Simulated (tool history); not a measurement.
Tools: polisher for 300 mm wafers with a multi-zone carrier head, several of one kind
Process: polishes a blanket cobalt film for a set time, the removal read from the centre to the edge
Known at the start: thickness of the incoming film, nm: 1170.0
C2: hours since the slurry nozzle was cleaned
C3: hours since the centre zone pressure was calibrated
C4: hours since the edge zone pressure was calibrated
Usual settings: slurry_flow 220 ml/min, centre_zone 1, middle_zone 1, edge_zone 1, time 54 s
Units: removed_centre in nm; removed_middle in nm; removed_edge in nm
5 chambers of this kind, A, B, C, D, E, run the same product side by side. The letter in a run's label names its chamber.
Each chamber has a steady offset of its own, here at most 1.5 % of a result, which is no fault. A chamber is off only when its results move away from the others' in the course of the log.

{"run": "1B", "hour": 4.5, "slurry_flow": 220, "centre_zone": 1, "middle_zone": 1, "edge_zone": 1, "time": 54, "wafers polished on this pad": 488, "C2": 215.3, "C3": 852.8, "C4": 146, "removed_centre": 439.23, "removed_middle": 432.25, "removed_edge": 442.68}
{"run": "2D", "hour": 9.1, "slurry_flow": 220, "centre_zone": 1, "middle_zone": 1, "edge_zone": 1, "time": 54, "wafers polished on this pad": 255, "C2": 185, "C3": 1100.2, "C4": 1145.6, "removed_centre": 435.08, "removed_middle": 434.23, "removed_edge": 431.47}
{"run": "3E", "hour": 13.7, "slurry_flow": 220, "centre_zone": 1, "middle_zone": 1, "edge_zone": 1, "time": 54, "wafers polished on this pad": 297, "C2": 278.9, "C3": 942.2, "C4": 1010.3, "removed_centre": 433.94, "removed_middle": 449.78, "removed_edge": 434.39}
{"run": "4C", "hour": 18.3, "slurry_flow": 220, "centre_zone": 1, "middle_zone": 1, "edge_zone": 1, "time": 54, "wafers polished on this pad": 467, "C2": 620.4, "C3": 392.9, "C4": 187.9, "removed_centre": 440.4, "removed_middle": 441.12, "removed_edge": 430.65}
{"run": "5A", "hour": 23.0, "slurry_flow": 220, "centre_zone": 1, "middle_zone": 1, "edge_zone": 1, "time": 54, "wafers polished on this pad": 544, "C2": 652.7, "C3": 766, "C4": 119.2, "removed_centre": 436.82, "removed_middle": 431, "removed_edge": 440.22}
{"run": "6C", "hour": 26.6, "slurry_flow": 220, "centre_zone": 1, "middle_zone": 1, "edge_zone": 1, "time": 54, "wafers polished on this pad": 561, "C2": 628.7, "C3": 401.2, "C4": 196.2, "removed_centre": 441.74, "removed_middle": 427.63, "removed_edge": 439.14}
{"run": "7B", "hour": 29.7, "slurry_flow": 220, "centre_zone": 1, "middle_zone": 1, "edge_zone": 1, "time": 54, "wafers polished on this pad": 773, "C2": 240.5, "C3": 878, "C4": 171.2, "removed_centre": 436.25, "removed_middle": 434.71, "removed_edge": 440.63}
{"run": "8D", "hour": 34.9, "slurry_flow": 220, "centre_zone": 1, "middle_zone": 1.06, "edge_zone": 1, "time": 42, "wafers polished on this pad": 546, "C2": 210.8, "C3": 1126, "C4": 1171.4, "removed_centre": 343.83, "removed_middle": 357.34, "removed_edge": 337.74}
{"hour": 37.2, "done": "chamber C: worn pad replaced by a new one"}
{"run": "9A", "hour": 38.3, "slurry_flow": 220, "centre_zone": 1, "middle_zone": 1.06, "edge_zone": 1, "time": 42, "wafers polished on this pad": 717, "C2": 668, "C3": 781.3, "C4": 134.5, "removed_centre": 335.36, "removed_middle": 360.17, "removed_edge": 340.03}
{"run": "10E", "hour": 41.3, "slurry_flow": 220, "centre_zone": 1, "middle_zone": 1.06, "edge_zone": 1, "time": 42, "wafers polished on this pad": 609, "C2": 306.5, "C3": 969.8, "C4": 1037.9, "removed_centre": 345.69, "removed_middle": 361.65, "removed_edge": 343.1}
{"hour": 43.0, "done": "chamber E: worn pad replaced by a new one"}
{"hour": 45.1, "done": "chamber B: worn pad replaced by a new one"}
{"run": "11D", "hour": 46.2, "slurry_flow": 220, "centre_zone": 1, "middle_zone": 1.06, "edge_zone": 1, "time": 42, "wafers polished on this pad": 673, "C2": 222.1, "C3": 1137.3, "C4": 1182.7, "removed_centre": 343.37, "removed_middle": 357.21, "removed_edge": 341.31}
{"hour": 49.8, "done": "chamber A: worn pad replaced by a new one"}
{"hour": 50.6, "done": "chamber D: worn pad replaced by a new one"}
{"run": "12B", "hour": 50.7, "slurry_flow": 220, "centre_zone": 1, "middle_zone": 1.06, "edge_zone": 1, "time": 42, "wafers polished on this pad": 63, "C2": 261.5, "C3": 899, "C4": 192.2, "removed_centre": 341.76, "removed_middle": 364.43, "removed_edge": 344.15}
{"hour": 52.6, "done": "chamber D: edge zone pressure recalibrated"}
{"run": "13E", "hour": 56.5, "slurry_flow": 220, "centre_zone": 1, "middle_zone": 1, "edge_zone": 1, "time": 54, "wafers polished on this pad": 152, "C2": 321.7, "C3": 985, "C4": 1053.1, "removed_centre": 440.26, "removed_middle": 433.21, "removed_edge": 451.49}
{"run": "14A", "hour": 59.3, "slurry_flow": 220, "centre_zone": 1, "middle_zone": 1, "edge_zone": 1, "time": 54, "wafers polished on this pad": 108, "C2": 689, "C3": 802.3, "C4": 155.5, "removed_centre": 436.34, "removed_middle": 431.29, "removed_edge": 435.17}
{"run": "15C", "hour": 65.1, "slurry_flow": 250, "centre_zone": 0.93, "middle_zone": 1, "edge_zone": 1, "time": 54, "wafers polished on this pad": 316, "C2": 667.2, "C3": 439.7, "C4": 234.7, "removed_centre": 410.29, "removed_middle": 434.8, "removed_edge": 441.99}
{"run": "16D", "hour": 69.0, "slurry_flow": 250, "centre_zone": 0.93, "middle_zone": 1, "edge_zone": 1, "time": 54, "wafers polished on this pad": 208, "C2": 244.9, "C3": 1160.1, "C4": 16.4, "removed_centre": 411.53, "removed_middle": 448.55, "removed_edge": 439.34}
{"run": "17E", "hour": 73.8, "slurry_flow": 250, "centre_zone": 0.93, "middle_zone": 1, "edge_zone": 1, "time": 54, "wafers polished on this pad": 347, "C2": 339, "C3": 1002.3, "C4": 1070.4, "removed_centre": 412.02, "removed_middle": 451.44, "removed_edge": 441.61}
{"run": "18A", "hour": 76.9, "slurry_flow": 250, "centre_zone": 0.93, "middle_zone": 1, "edge_zone": 1, "time": 54, "wafers polished on this pad": 307, "C2": 706.6, "C3": 819.9, "C4": 173.1, "removed_centre": 404.47, "removed_middle": 456.25, "removed_edge": 444.87}
{"hour": 81.6, "done": "chamber D: centre zone pressure recalibrated"}
{"run": "19C", "hour": 81.9, "slurry_flow": 250, "centre_zone": 0.93, "middle_zone": 1, "edge_zone": 1, "time": 54, "wafers polished on this pad": 505, "C2": 684, "C3": 456.5, "C4": 251.5, "removed_centre": 412.68, "removed_middle": 444.99, "removed_edge": 443.14}
{"run": "20B", "hour": 85.0, "slurry_flow": 220, "centre_zone": 1, "middle_zone": 1, "edge_zone": 1, "time": 54, "wafers polished on this pad": 450, "C2": 295.8, "C3": 933.3, "C4": 226.5, "removed_centre": 442.99, "removed_middle": 426.09, "removed_edge": 435.6}
{"run": "21C", "hour": 91.5, "slurry_flow": 220, "centre_zone": 1, "middle_zone": 1, "edge_zone": 1, "time": 54, "wafers polished on this pad": 614, "C2": 693.6, "C3": 466.1, "C4": 261.1, "removed_centre": 435.78, "removed_middle": 436.34, "removed_edge": 431.45}
{"run": "22D", "hour": 95.6, "slurry_flow": 190, "centre_zone": 0.89, "middle_zone": 1, "edge_zone": 1, "time": 54, "wafers polished on this pad": 509, "C2": 271.5, "C3": 14.1, "C4": 43, "removed_centre": 338.05, "removed_middle": 427.63, "removed_edge": 426.16}
{"run": "23B", "hour": 98.6, "slurry_flow": 190, "centre_zone": 0.89, "middle_zone": 1, "edge_zone": 1, "time": 54, "wafers polished on this pad": 604, "C2": 309.4, "C3": 946.9, "C4": 240.1, "removed_centre": 377.69, "removed_middle": 423.71, "removed_edge": 430.24}
{"hour": 99.0, "done": "chamber E: worn pad replaced by a new one"}
{"hour": 100.1, "done": "chamber E: edge zone pressure recalibrated"}
{"run": "24E", "hour": 101.8, "slurry_flow": 190, "centre_zone": 0.89, "middle_zone": 1, "edge_zone": 1, "time": 54, "wafers polished on this pad": 32, "C2": 367, "C3": 1030.3, "C4": 1.8, "removed_centre": 376.92, "removed_middle": 431.5, "removed_edge": 431.06}
{"hour": 104.6, "done": "chamber E: centre zone pressure recalibrated"}
{"run": "25A", "hour": 107.7, "slurry_flow": 190, "centre_zone": 0.89, "middle_zone": 1, "edge_zone": 1, "time": 54, "wafers polished on this pad": 654, "C2": 737.4, "C3": 850.7, "C4": 203.9, "removed_centre": 382.13, "removed_middle": 421.59, "removed_edge": 436.03}
{"hour": 108.7, "done": "chamber D: worn pad replaced by a new one"}
{"hour": 109.7, "done": "chamber A: worn pad replaced by a new one"}
{"hour": 112.7, "done": "chamber C: worn pad replaced by a new one"}
{"run": "26D", "hour": 113.8, "slurry_flow": 190, "centre_zone": 0.89, "middle_zone": 1, "edge_zone": 1, "time": 54, "wafers polished on this pad": 58, "C2": 289.7, "C3": 32.3, "C4": 61.2, "removed_centre": 336.8, "removed_middle": 436.11, "removed_edge": 418.45}
{"run": "27A", "hour": 118.3, "slurry_flow": 220, "centre_zone": 1, "middle_zone": 1.05, "edge_zone": 1.1, "time": 54, "wafers polished on this pad": 97, "C2": 748, "C3": 861.3, "C4": 214.5, "removed_centre": 437.74, "removed_middle": 461.64, "removed_edge": 455.17}
{"run": "28B", "hour": 123.7, "slurry_flow": 220, "centre_zone": 1, "middle_zone": 1.05, "edge_zone": 1.1, "time": 54, "wafers polished on this pad": 887, "C2": 334.5, "C3": 972, "C4": 265.2, "removed_centre": 440.76, "removed_middle": 443.46, "removed_edge": 462.1}
{"run": "29C", "hour": 129.8, "slurry_flow": 220, "centre_zone": 1, "middle_zone": 1.05, "edge_zone": 1.1, "time": 54, "wafers polished on this pad": 193, "C2": 731.9, "C3": 504.4, "C4": 299.4, "removed_centre": 442.51, "removed_middle": 450.6, "removed_edge": 456.41}
{"run": "30E", "hour": 135.0, "slurry_flow": 220, "centre_zone": 1, "middle_zone": 1.05, "edge_zone": 1.1, "time": 54, "wafers polished on this pad": 407, "C2": 400.2, "C3": 30.5, "C4": 35, "removed_centre": 437.01, "removed_middle": 467.76, "removed_edge": 457.38}
{"run": "31D", "hour": 138.0, "slurry_flow": 220, "centre_zone": 1, "middle_zone": 1.05, "edge_zone": 1.1, "time": 54, "wafers polished on this pad": 331, "C2": 313.9, "C3": 56.5, "C4": 85.4, "removed_centre": 406.06, "removed_middle": 445.2, "removed_edge": 453.72}
{"run": "32B", "hour": 142.7, "slurry_flow": 220, "centre_zone": 1, "middle_zone": 1, "edge_zone": 1, "time": 54, "wafers polished on this pad": 1102, "C2": 353.5, "C3": 991, "C4": 284.2, "removed_centre": 440.11, "removed_middle": 438.83, "removed_edge": 440.54}
{"run": "33A", "hour": 146.7, "slurry_flow": 220, "centre_zone": 1, "middle_zone": 1, "edge_zone": 1, "time": 54, "wafers polished on this pad": 417, "C2": 776.4, "C3": 889.7, "C4": 242.9, "removed_centre": 435.26, "removed_middle": 435.26, "removed_edge": 442.06}

Is one chamber off against the others, does the gauge drift, or is nothing wrong? If a chamber is off, say which, and what the likeliest cause is.

A service left chamber D off against the others.
Cause: centre zone's pressure below its setpoint, % = 9.09.

Here are 4 candidates for chamber D's next run, each the usual settings with a change, their results left as question marks. Which one brings its results back in line with what the others give on the usual settings?
In line means no further than this from the other chambers' mean on the usual settings: removed_centre 15 nm; removed_middle 19 nm; removed_edge 17 nm
{"run": "34D-1", "hour": 151.4, "slurry_flow": 215, "centre_zone": 0.93, "middle_zone": 1.02, "edge_zone": 1.02, "time": 53, "removed_centre": "?", "removed_middle": "?", "removed_edge": "?"}
{"run": "34D-2", "hour": 151.4, "slurry_flow": 220, "centre_zone": 1.02, "middle_zone": 0.99, "edge_zone": 0.99, "time": 54, "removed_centre": "?", "removed_middle": "?", "removed_edge": "?"}
{"run": "34D-3", "hour": 151.4, "slurry_flow": 225, "centre_zone": 1.07, "middle_zone": 0.98, "edge_zone": 0.98, "time": 55, "removed_centre": "?", "removed_middle": "?", "removed_edge": "?"}
{"run": "34D-4", "hour": 151.4, "slurry_flow": 220, "centre_zone": 0.98, "middle_zone": 1.01, "edge_zone": 1.01, "time": 54, "removed_centre": "?", "removed_middle": "?", "removed_edge": "?"}

The other chambers' mean on the usual settings: removed_centre 437.12 nm; removed_middle 436.74 nm; removed_edge 437.35 nm
run=34D-1 removed_centre=357.97 removed_middle=435.7 removed_edge=431.85
run=34D-2 removed_centre=405.45 removed_middle=432.91 removed_edge=434.27
run=34D-3 removed_centre=436.74 removed_middle=437.97 removed_edge=441
run=34D-4 removed_centre=387.93 removed_middle=441.12 removed_edge=438.78
34D-3 brings the chamber back in line.

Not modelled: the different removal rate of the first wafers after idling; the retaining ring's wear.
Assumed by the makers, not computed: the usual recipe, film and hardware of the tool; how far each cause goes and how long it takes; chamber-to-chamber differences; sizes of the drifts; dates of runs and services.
